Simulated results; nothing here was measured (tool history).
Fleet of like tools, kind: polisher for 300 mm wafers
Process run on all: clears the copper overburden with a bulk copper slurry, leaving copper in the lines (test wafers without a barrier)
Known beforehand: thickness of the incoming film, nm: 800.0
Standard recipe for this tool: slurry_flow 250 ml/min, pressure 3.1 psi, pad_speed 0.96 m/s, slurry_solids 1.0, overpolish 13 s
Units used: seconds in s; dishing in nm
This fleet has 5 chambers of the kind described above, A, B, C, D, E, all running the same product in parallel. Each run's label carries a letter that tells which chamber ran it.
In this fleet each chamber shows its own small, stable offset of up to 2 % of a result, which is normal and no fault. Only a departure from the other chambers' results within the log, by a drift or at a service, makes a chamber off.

run,day,slurry_flow,pressure,pad_speed,slurry_solids,overpolish,seconds,dishing
1D,0.204,250,3.1,0.96,1.0,13,86.244,68.045
2B,0.388,250,3.1,0.96,1.0,13,86.383,68.864
3C,0.492,250,3.1,0.96,1.0,13,82.676,67.945
# day 0.500: chamber E: worn pad replaced by a new one
4E,0.612,250,3.1,0.96,1.0,13,85.880,69.703
5A,0.742,250,3.1,0.96,1.0,13,84.920,66.929
6B,0.858,315,3.1,0.80,1.0,13,102.260,63.557
7E,1.025,315,3.1,0.80,1.0,13,100.070,62.052
8A,1.229,315,3.1,0.80,1.0,13,101.930,60.155
# day 1.279: chamber D: slurry blender recalibrated
9C,1.425,315,3.1,0.80,1.0,13,102.480,60.448
10D,1.521,315,3.1,0.80,1.0,13,99.161,59.437
11D,1.692,250,3.1,0.96,1.0,13,86.963,67.715
# day 1.742: chamber B: head pressure recalibrated
12E,1.829,250,3.1,0.96,1.0,13,84.792,71.836
13C,1.925,250,3.1,0.96,1.0,13,85.310,69.108
14A,2.042,250,3.1,0.96,1.0,13,85.990,67.372
15B,2.212,250,3.1,0.96,1.0,13,85.534,66.931
# day 2.229: chamber E: worn pad replaced by a new one
16D,2.404,250,3.1,0.96,1.0,13,89.562,67.729
# day 2.562: chamber A: worn pad replaced by a new one
17E,2.588,250,2.6,0.96,1.0,13,103.460,61.113
# day 2.654: chamber A: slurry blender recalibrated
18A,2.754,250,2.6,0.96,1.0,13,101.050,58.665
19B,2.850,250,2.6,0.96,1.0,13,101.120,61.187
20C,2.975,250,2.6,0.96,1.0,13,100.380,60.924
21B,3.067,250,2.6,0.96,1.0,13,99.674,59.175
22A,3.204,250,3.1,0.96,1.0,13,86.346,67.934
# day 3.279: chamber B: worn pad replaced by a new one
23E,3.358,250,2.4,0.96,1.0,13,111.780,56.182
# day 3.425: chamber C: worn pad replaced by a new one
24D,3.542,250,2.4,0.96,1.0,13,114.650,53.864
25C,3.708,250,2.4,0.96,1.0,13,111.130,53.630
# day 3.817: chamber E: head pressure recalibrated
26C,3.892,250,2.4,0.96,1.0,13,113.250,56.806
# day 3.954: chamber E: worn pad replaced by a new one
27A,4.025,250,2.4,0.96,1.0,13,112.220,57.052
# day 4.112: chamber D: worn pad replaced by a new one
28D,4.217,250,3.1,0.96,1.0,13,92.756,64.338
29B,4.396,250,3.1,0.96,1.0,13,84.862,67.688
30E,4.504,250,3.1,0.96,1.0,13,86.196,71.283
31A,4.596,250,3.1,0.96,1.0,13,84.407,69.727
# day 4.667: chamber C: head pressure recalibrated
32E,4.742,250,3.1,0.96,1.0,13,83.630,65.839
33B,4.833,250,3.1,0.96,1.0,13,84.771,70.312
# day 4.950: chamber E: slurry blender recalibrated
34C,4.996,250,3.1,0.96,1.0,13,85.778,67.067
35D,5.175,250,3.1,0.96,1.0,13,93.845,64.117
36E,5.288,250,3.1,0.96,1.0,13,86.772,71.010
37A,5.475,250,3.1,0.96,1.0,13,87.093,65.477
38D,5.579,250,3.1,0.82,0.8,13,116.930,53.316
39C,5.717,250,3.1,0.82,0.8,13,104.990,56.876
40B,5.867,250,3.1,0.82,0.8,13,108.250,59.250

All 5 chambers run these settings next. Forecast each chamber's results:
41A,6.012,250,3.1,0.96,1.0,13,?,?
41B,6.012,250,3.1,0.96,1.0,13,?,?
41C,6.012,250,3.1,0.96,1.0,13,?,?
41D,6.012,250,3.1,0.96,1.0,13,?,?
41E,6.012,250,3.1,0.96,1.0,13,?,?

run,seconds,dishing
41A,83.880,69.389
41B,85.594,68.039
41C,85.083,64.070
41D,97.091,63.109
41E,87.272,66.205
